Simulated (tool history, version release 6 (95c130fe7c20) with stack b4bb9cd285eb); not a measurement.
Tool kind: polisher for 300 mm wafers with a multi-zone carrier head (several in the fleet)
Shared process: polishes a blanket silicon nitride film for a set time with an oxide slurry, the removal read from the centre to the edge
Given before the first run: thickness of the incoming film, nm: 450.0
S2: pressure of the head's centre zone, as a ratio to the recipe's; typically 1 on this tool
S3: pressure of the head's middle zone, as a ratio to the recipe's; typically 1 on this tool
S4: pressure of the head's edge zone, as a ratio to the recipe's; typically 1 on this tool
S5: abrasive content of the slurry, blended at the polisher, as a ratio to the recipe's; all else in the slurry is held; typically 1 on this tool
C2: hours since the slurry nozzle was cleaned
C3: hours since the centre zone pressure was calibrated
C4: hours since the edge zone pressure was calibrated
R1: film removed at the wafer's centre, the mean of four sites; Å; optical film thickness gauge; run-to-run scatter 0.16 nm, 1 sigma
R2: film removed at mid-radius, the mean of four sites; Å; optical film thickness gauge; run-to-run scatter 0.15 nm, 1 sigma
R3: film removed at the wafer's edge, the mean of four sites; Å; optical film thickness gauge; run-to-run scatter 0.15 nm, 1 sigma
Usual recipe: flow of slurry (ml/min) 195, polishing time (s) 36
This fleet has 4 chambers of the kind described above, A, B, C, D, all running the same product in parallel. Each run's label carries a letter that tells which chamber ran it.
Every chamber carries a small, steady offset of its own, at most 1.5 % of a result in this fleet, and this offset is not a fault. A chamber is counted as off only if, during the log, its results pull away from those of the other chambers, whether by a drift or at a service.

At hour 2.9: chamber C: worn pad replaced by a new one.
Run 1A, hour 9.9: usual settings; wafers polished on this pad 259; C2 100.4; C3 153.2; C4 232.9. Result: R1 180.77 Å, R2 178.23 Å, R3 176.72 Å.
Run 2D, hour 25.7: usual settings; wafers polished on this pad 523; C2 287.2; C3 819.9; C4 662.3. Result: R1 176.75 Å, R2 177.2 Å, R3 181.22 Å.
At hour 33.2: chamber C: slurry nozzle cleaned.
Run 3C, hour 40.2: usual settings; wafers polished on this pad 651; C2 7.1; C3 827.9; C4 370.9. Result: R1 180.16 Å, R2 179.5 Å, R3 175.13 Å.
At hour 52.1: chamber B: worn pad replaced by a new one.
Run 4B, hour 54.6: usual settings; wafers polished on this pad 44; C2 166.3; C3 145.9; C4 75.5. Result: R1 178.95 Å, R2 174.74 Å, R3 180.54 Å.
At hour 58.8: chamber D: worn pad replaced by a new one.
Run 5A, hour 64.3: usual settings but flow of slurry (ml/min) 240, S4 0.94; wafers polished on this pad 1209; C2 154.8; C3 207.6; C4 287.3. Result: R1 179.73 Å, R2 184.12 Å, R3 176.09 Å.
At hour 65.4: chamber C: worn pad replaced by a new one.
At hour 66.7: chamber A: worn pad replaced by a new one.
Run 6B, hour 76.7: usual settings but flow of slurry (ml/min) 240, S4 0.94; wafers polished on this pad 430; C2 188.4; C3 168; C4 97.6. Result: R1 183.23 Å, R2 183.83 Å, R3 177.85 Å.
At hour 82: chamber D: slurry nozzle cleaned.
Run 7D, hour 88.4: usual settings but flow of slurry (ml/min) 240, S4 0.94; wafers polished on this pad 516; C2 6.4; C3 882.6; C4 725. Result: R1 180.98 Å, R2 182.35 Å, R3 181.01 Å.
Run 8C, hour 101: usual settings but flow of slurry (ml/min) 240, S4 0.94; wafers polished on this pad 623; C2 67.9; C3 888.7; C4 431.7. Result: R1 182.75 Å, R2 184.9 Å, R3 176.97 Å.
Run 9A, hour 113.7: usual settings; wafers polished on this pad 821; C2 204.2; C3 257; C4 336.7. Result: R1 180.9 Å, R2 177.29 Å, R3 175.01 Å.
At hour 125.2: chamber B: worn pad replaced by a new one.
At hour 127.1: chamber A: slurry nozzle cleaned.
Run 10D, hour 128.2: usual settings; wafers polished on this pad 1211; C2 46.2; C3 922.4; C4 764.8. Result: R1 175.01 Å, R2 175.64 Å, R3 177.88 Å.
At hour 128.3: chamber C: worn pad replaced by a new one.
At hour 133.7: chamber D: worn pad replaced by a new one.
At hour 134: chamber C: edge zone pressure recalibrated.
Run 11C, hour 141.3: usual settings; wafers polished on this pad 227; C2 108.2; C3 929; C4 7.3. Result: R1 177.29 Å, R2 176.87 Å, R3 175.36 Å.
At hour 148.8: chamber A: worn pad replaced by a new one.
Run 12B, hour 154.7: usual settings but S5 1.2; wafers polished on this pad 515; C2 266.4; C3 246; C4 175.6. Result: R1 192.21 Å, R2 192.86 Å, R3 194.06 Å.
Run 13B, hour 165.9: usual settings but S5 1.2; wafers polished on this pad 711; C2 277.6; C3 257.2; C4 186.8. Result: R1 191.17 Å, R2 193.13 Å, R3 195.01 Å.
Run 14D, hour 181.2: usual settings but S5 1.2; wafers polished on this pad 829; C2 99.2; C3 975.4; C4 817.8. Result: R1 193.55 Å, R2 193.57 Å, R3 194.95 Å.
Run 15C, hour 193.8: usual settings but S5 1.2; wafers polished on this pad 1143; C2 160.7; C3 981.5; C4 59.8. Result: R1 193.61 Å, R2 193.53 Å, R3 191.38 Å.
At hour 194.3: chamber C: worn pad replaced by a new one.
At hour 199.8: chamber D: worn pad replaced by a new one.
At hour 200.4: chamber B: worn pad replaced by a new one.
Run 16A, hour 208.1: usual settings but S2 1.11, S5 1.15; wafers polished on this pad 1036; C2 81.1; C3 351.4; C4 431.1. Result: R1 210.59 Å, R2 188.06 Å, R3 187.45 Å.
Run 17B, hour 222.8: usual settings but S2 1.11, S5 1.15; wafers polished on this pad 392; C2 334.5; C3 314.1; C4 243.7. Result: R1 205.67 Å, R2 185.44 Å, R3 187.3 Å.
At hour 224.8: chamber A: worn pad replaced by a new one.
Run 18A, hour 233: usual settings but S2 1.11, S5 1.15; wafers polished on this pad 144; C2 106; C3 376.3; C4 456. Result: R1 212.08 Å, R2 188.94 Å, R3 189.85 Å.
Run 19C, hour 240.1: usual settings but S2 1.11, S5 1.15; wafers polished on this pad 799; C2 207; C3 1027.8; C4 106.1. Result: R1 215.37 Å, R2 188.88 Å, R3 188.36 Å.
At hour 249.9: chamber C: slurry nozzle cleaned.
Run 20D, hour 254.6: usual settings; wafers polished on this pad 957; C2 172.6; C3 1048.8; C4 891.2. Result: R1 175.7 Å, R2 181.7 Å, R3 180.99 Å.
At hour 255.4: chamber D: edge zone pressure recalibrated.
At hour 257.7: chamber C: worn pad replaced by a new one.
At hour 263.3: chamber D: worn pad replaced by a new one.
Run 21A, hour 264: usual settings; wafers polished on this pad 685; C2 137; C3 407.3; C4 487. Result: R1 178.22 Å, R2 179.48 Å, R3 174.95 Å.
At hour 268.5: chamber B: worn pad replaced by a new one.
Run 22C, hour 274.9: usual settings but S2 1.06; wafers polished on this pad 300; C2 25.1; C3 1062.6; C4 140.9. Result: R1 192.21 Å, R2 178.88 Å, R3 176.69 Å.
Run 23D, hour 284.1: usual settings but S2 1.06; wafers polished on this pad 364; C2 202.1; C3 1078.3; C4 28.8. Result: R1 188 Å, R2 179.47 Å, R3 180.49 Å.
At hour 293.6: chamber C: centre zone pressure recalibrated.
Run 24B, hour 298.1: usual settings but S2 1.06; wafers polished on this pad 517; C2 409.8; C3 389.4; C4 319. Result: R1 175.78 Å, R2 166.73 Å, R3 172.04 Å.
Run 25D, hour 308.6: usual settings but S2 1.06; wafers polished on this pad 791; C2 226.6; C3 1102.8; C4 53.3. Result: R1 187.44 Å, R2 175.44 Å, R3 180.56 Å.
At hour 309.7: chamber A: worn pad replaced by a new one.
Run 26A, hour 318: usual settings; wafers polished on this pad 145; C2 191; C3 461.3; C4 541. Result: R1 178.09 Å, R2 177.33 Å, R3 178.67 Å.
Run 27B, hour 326.5: usual settings; wafers polished on this pad 1013; C2 438.2; C3 417.8; C4 347.4. Result: R1 165.13 Å, R2 167.41 Å, R3 169.07 Å.
At hour 334.9: chamber C: worn pad replaced by a new one.
At hour 339: chamber D: worn pad replaced by a new one.
Run 28C, hour 341.2: usual settings but S2 0.95; wafers polished on this pad 110; C2 91.4; C3 47.6; C4 207.2. Result: R1 164.84 Å, R2 178.01 Å, R3 177.86 Å.
Run 29D, hour 356.6: usual settings but S2 0.95; wafers polished on this pad 308; C2 274.6; C3 1150.8; C4 101.3. Result: R1 170.95 Å, R2 177.74 Å, R3 181.38 Å.

One chamber off, gauge drift, or nothing amiss beyond the chambers' own small offsets? If it is a chamber, which one, and what is the likeliest cause?

Chamber B drifts away from the others.
Cause: slurry flow missing at the pad, % = 40.3.

Chamber B could run next with any of the 4 candidate recipes listed below; each alters the usual settings, and their results appear as question marks. Which one brings its results back in line with what the other chambers deliver on the usual settings?
To be in line, a result may differ from the other chambers' mean on the usual settings by at most: R1 5.7 Å; R2 5.2 Å; R3 5.3 Å
Run 30B-1, hour 368: usual settings but flow of slurry (ml/min) 215, S2 1.05, S3 1.05, S4 0.95, S5 1.05, polishing time (s) 40. Result: R1 ?, R2 ?, R3 ?.
Run 30B-2, hour 368: usual settings but flow of slurry (ml/min) 185, S2 0.97, S3 0.97, S4 1.02, polishing time (s) 34. Result: R1 ?, R2 ?, R3 ?.
Run 30B-3, hour 368: usual settings but flow of slurry (ml/min) 175, S2 0.95, S3 0.95, S4 1.05, S5 0.95, polishing time (s) 33. Result: R1 ?, R2 ?, R3 ?.
Run 30B-4, hour 368: usual settings but flow of slurry (ml/min) 205, S2 1.03, S3 1.03, S4 0.98, polishing time (s) 38. Result: R1 ?, R2 ?, R3 ?.

The other chambers' mean on the usual settings: R1 177.68 Å; R2 178.23 Å; R3 177.88 Å
  run      R1      R2      R3
30B-1  193.95  195.37  187.65
30B-2  141.98  145.73  158.12
30B-3  129.37  133.56  150.73
30B-4  174.36  176.46  175.92
It is 30B-4 that realigns the chamber with its peers.

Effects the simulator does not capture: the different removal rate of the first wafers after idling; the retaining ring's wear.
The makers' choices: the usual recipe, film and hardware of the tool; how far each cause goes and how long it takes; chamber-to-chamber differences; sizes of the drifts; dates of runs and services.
